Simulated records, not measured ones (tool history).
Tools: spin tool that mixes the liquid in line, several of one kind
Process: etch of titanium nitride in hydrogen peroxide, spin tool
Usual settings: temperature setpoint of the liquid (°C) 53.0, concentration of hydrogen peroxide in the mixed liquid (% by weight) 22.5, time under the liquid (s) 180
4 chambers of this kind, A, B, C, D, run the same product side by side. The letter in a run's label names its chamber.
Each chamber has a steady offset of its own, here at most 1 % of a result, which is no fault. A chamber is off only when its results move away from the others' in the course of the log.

run,day,temperature setpoint of the liquid (°C),concentration of hydrogen peroxide in the mixed liquid (% by weight),time under the liquid (s),hours since the thermometer was replaced,hours since the peroxide flow meter was replaced,hours since the heated supply line was repaired,hours since the drum of peroxide was connected,"read-back film thickness of the titanium nitride reference wafer, read on the same gauge (nm)",thickness taken off the titanium nitride on a monitor wafer (nm)
1A,0.196,53.0,22.5,180,1485.8,326.6,3193.2,40.8,100.020,9.6983
# day 0.550: chamber C: new drum of peroxide connected
2B,0.550,53.0,22.5,180,336.4,583.7,1700.2,47.1,100.000,9.5781
3D,0.938,53.0,22.5,180,2632.2,673.1,113.2,89.6,100.020,9.3196
4C,1.279,53.0,22.5,180,371.7,307.7,729.5,17.6,99.960,9.6968
5A,1.475,53.0,22.5,180,1516.5,357.3,3223.9,71.5,100.000,9.5650
6B,1.762,59.5,22.5,85,365.5,612.8,1729.3,76.2,99.999,7.0210
7C,2.075,59.5,22.5,85,390.8,326.8,748.6,36.7,99.996,7.1041
8D,2.433,59.5,22.5,85,2668.1,709.0,149.1,125.5,99.998,7.0986
9D,2.725,59.5,22.5,85,2675.1,716.0,156.1,132.5,100.020,7.0540
10C,2.908,53.0,22.5,180,410.8,346.8,768.6,56.7,99.984,9.8678
11A,3.296,53.0,22.5,180,1560.2,401.0,3267.6,115.2,100.020,9.6947
12B,3.667,53.0,22.5,180,411.2,658.5,1775.0,121.9,100.000,9.7847
13D,3.908,53.0,22.5,180,2703.5,744.4,184.5,160.9,99.993,9.5962
14C,4.096,53.0,16.5,180,439.3,375.3,797.1,85.2,99.995,8.9568
15A,4.417,53.0,16.5,180,1587.1,427.9,3294.5,142.1,100.010,9.0531
16B,4.654,53.0,16.5,180,434.9,682.2,1798.7,145.6,99.980,9.0496
17B,5.058,53.0,16.5,180,444.6,691.9,1808.4,155.3,100.000,8.9816
18A,5.312,53.0,22.5,180,1608.6,449.4,3316.0,163.6,100.010,9.6481
19D,5.538,53.0,22.5,180,2742.6,783.5,223.6,200.0,100.020,9.4923
20C,5.796,53.0,22.5,180,480.1,416.1,837.9,126.0,99.981,9.4968
21C,6.038,53.0,22.5,180,485.9,421.9,843.7,131.8,100.000,9.5153
22A,6.388,53.0,22.5,180,1634.4,475.2,3341.8,189.4,100.020,9.5711
23D,6.629,53.0,22.5,180,2768.8,809.7,249.8,226.2,100.020,9.5269
24B,7.038,62.0,17.5,180,492.1,739.4,1855.9,202.8,99.989,16.9900
25D,7.383,62.0,17.5,180,2786.9,827.8,267.9,244.3,100.010,16.5940
26A,7.688,62.0,17.5,180,1665.6,506.4,3373.0,220.6,99.975,17.1770
# day 7.821: chamber B: thermometer replaced
27C,7.958,62.0,17.5,180,532.0,468.0,889.8,177.9,99.992,16.3230
# day 8.158: chamber D: thermometer replaced
28B,8.179,53.0,22.5,180,8.7,766.8,1883.3,230.2,99.995,9.7484
29B,8.596,53.0,22.5,180,18.7,776.8,1893.3,240.2,99.998,9.5678
30D,8.917,53.0,22.5,180,18.2,864.6,304.7,281.1,100.020,9.4283
31A,9.104,53.0,22.5,180,1699.6,540.4,3407.0,254.6,100.010,9.4957
32C,9.517,53.0,22.5,180,569.4,505.4,927.2,215.3,99.976,8.9526
33B,9.804,53.0,22.5,180,47.7,805.8,1922.3,269.2,100.020,9.5902
34C,10.067,53.0,22.5,180,582.6,518.6,940.4,228.5,99.951,9.0813
# day 10.267: chamber C: peroxide flow meter replaced
35D,10.425,53.0,22.5,180,54.4,900.8,340.9,317.3,100.050,9.7131
36A,10.683,53.0,22.5,180,1737.5,578.3,3444.9,292.5,99.996,9.5969
# day 10.696: chamber A: thermometer replaced
37A,10.979,53.0,22.5,180,6.8,585.4,3452.0,299.6,100.040,9.5515
38D,11.221,53.0,22.5,180,73.5,919.9,360.0,336.4,100.010,9.5923
39B,11.504,53.0,22.5,180,88.5,846.6,1963.1,310.0,100.000,9.5930
40C,11.871,53.0,22.5,180,625.9,38.5,983.7,271.8,100.010,8.7936
41C,12.279,53.0,22.5,180,635.7,48.3,993.5,281.6,100.000,8.6324
42A,12.533,53.0,22.5,180,44.1,622.7,3489.3,336.9,100.010,9.6137
43D,12.729,53.0,22.5,180,109.7,956.1,396.2,372.6,99.955,9.6327

Next, every chamber runs the same settings. What will each give?
44A,13.033,53.0,22.5,285,,,,,,?
44B,13.033,53.0,22.5,285,,,,,,?
44C,13.033,53.0,22.5,285,,,,,,?
44D,13.033,53.0,22.5,285,,,,,,?

run,thickness taken off the titanium nitride on a monitor wafer (nm)
44A,15.0540
44B,15.5070
44C,13.2880
44D,15.3200
